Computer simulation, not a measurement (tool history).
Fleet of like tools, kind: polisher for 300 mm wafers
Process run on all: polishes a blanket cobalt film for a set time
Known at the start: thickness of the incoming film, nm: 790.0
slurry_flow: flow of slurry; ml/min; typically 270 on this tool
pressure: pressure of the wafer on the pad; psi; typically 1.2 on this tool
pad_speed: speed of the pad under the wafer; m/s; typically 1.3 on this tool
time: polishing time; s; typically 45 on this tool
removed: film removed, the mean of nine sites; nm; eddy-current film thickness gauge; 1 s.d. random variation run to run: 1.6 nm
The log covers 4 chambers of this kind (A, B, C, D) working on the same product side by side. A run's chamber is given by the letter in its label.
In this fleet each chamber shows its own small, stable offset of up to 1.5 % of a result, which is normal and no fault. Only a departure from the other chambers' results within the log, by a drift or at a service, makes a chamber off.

run   hour  slurry_flow  pressure  pad_speed  time  wafers polished on this pad  hours since the slurry nozzle was cleaned  hours since the head pressure was calibrated  removed
 1C    5.6          270       1.2        1.3    45                          677                                      141.7                                           980   158.53
      15.6  -- chamber D: slurry nozzle cleaned
 2A   16.7          270       1.2        1.3    45                          881                                       80.5                                         716.3   152.53
      18.5  -- chamber A: worn pad replaced by a new one
 3B   25.7          270       1.2        1.3    45                          737                                      327.8                                          53.4   157.02
 4D   31.9          270       1.2        1.3    45                          412                                       16.4                                         139.3   155.73
 5C   41.5          270       1.2        1.3    45                          929                                      177.6                                        1015.9   161.26
      44.9  -- chamber B: slurry nozzle cleaned
      45.7  -- chamber C: head pressure recalibrated
 6B   52.4          270       1.2        1.3    45                          924                                        7.6                                          80.1   158.96
 7D   60.3          270       1.2        1.3    45                          611                                       44.8                                         167.7   159.65
 8A   67.5          270       1.2        1.3    55                          344                                      131.3                                         767.1   192.15
 9A   78.4          270       1.2        1.3    55                          420                                      142.2                                           778   191.21
10B   85.3          270       1.2        1.3    55                         1155                                       40.5                                           113    196.9
11D   95.8          270       1.2        1.3    55                          860                                       80.3                                         203.2   192.56
12C  103.3          240       1.2       1.68    45                         1363                                      239.4                                          57.6    203.7
13B  108.9          240       1.2       1.68    45                         1320                                       64.1                                         136.6   201.52
     117.4  -- chamber D: worn pad replaced by a new one
14C  117.7          240       1.2       1.68    45                         1464                                      253.8                                            72   198.86
     123.2  -- chamber B: worn pad replaced by a new one
15A  126.3          240       1.2       1.68    45                          756                                      190.1                                         825.9   196.43
16D  133.5          270       1.2        1.3    45                          113                                        118                                         240.9   156.55
17D  144.2          270       1.2        1.3    45                          188                                      128.7                                         251.6   159.33
18A  152.4          270       1.2        1.3    45                          939                                      216.2                                           852   157.37
19C  160.6          270       1.2        1.3    45                         1764                                      296.7                                         114.9   157.87
20B  165.8          270       1.2        1.3    45                          298                                        121                                         193.5   161.81
21B  172.1          270       1.2        1.3    45                          342                                      127.3                                         199.8   160.37
22D  182.2          270       1.2        1.3    45                          455                                      166.7                                         289.6   155.08
     188.5  -- chamber A: worn pad replaced by a new one
23A    190          270       1.2        1.3    45                           10                                      253.8                                         889.6   157.12
24C  199.2          270       1.2        1.3    45                         2035                                      335.3                                         153.5   152.58
25A  208.3          270       1.2        1.3    45                          138                                      272.1                                         907.9   156.32
26C  218.8          195       1.2        1.3    45                         2173                                      354.9                                         173.1   145.63
27B  229.2          195       1.2        1.3    45                          743                                      184.4                                         256.9   155.52
28D  238.1          195       1.2        1.3    45                          847                                      222.6                                         345.5   150.04
29D  245.6          195       1.2        1.3    45                          899                                      230.1                                           353   148.64
30A  254.6          270       1.2        1.3    45                          463                                      318.4                                         954.2   155.71
31C  262.3          270       1.2        1.3    45                         2478                                      398.4                                         216.6   152.02
     266.1  -- chamber C: slurry nozzle cleaned
32B  268.3          270       1.2        1.3    45                         1017                                      223.5                                           296   159.65
33A  273.5          270       1.2        1.3    45                          596                                      337.3                                         973.1   160.17
     274.2  -- chamber D: worn pad replaced by a new one
34B  284.5          270       1.2        1.3    45                         1131                                      239.7                                         312.2   161.29
35C  293.1          350       1.2        1.3    54                         2694                                         27                                         247.4   181.72
36D  302.1          350       1.2        1.3    54                          196                                      286.6                                         409.5   192.36
37D  312.3          350       1.2        1.3    54                          267                                      296.8                                         419.7   190.76
     318.3  -- chamber B: slurry nozzle cleaned
38C  321.3          350       1.2        1.3    54                         2892                                       55.2                                         275.6   178.13
     325.5  -- chamber B: head pressure recalibrated
39B  327.9          270       1.1        1.3    45                         1435                                        9.6                                           2.4   146.37
40A  335.3          270       1.1        1.3    45                         1029                                      399.1                                        1034.9   144.62
41D  340.3          270       1.1        1.3    45                          463                                      324.8                                         447.7   142.82

Next, every chamber runs the same settings. What will each give?
42A  348.6          270       1.2        1.3    45                                                                                                                              ?
42B  348.6          270       1.2        1.3    45                                                                                                                              ?
42C  348.6          270       1.2        1.3    45                                                                                                                              ?
42D  348.6          270       1.2        1.3    45                                                                                                                              ?

run  removed
42A   158.12
42B      162
42C   146.48
42D   157.21
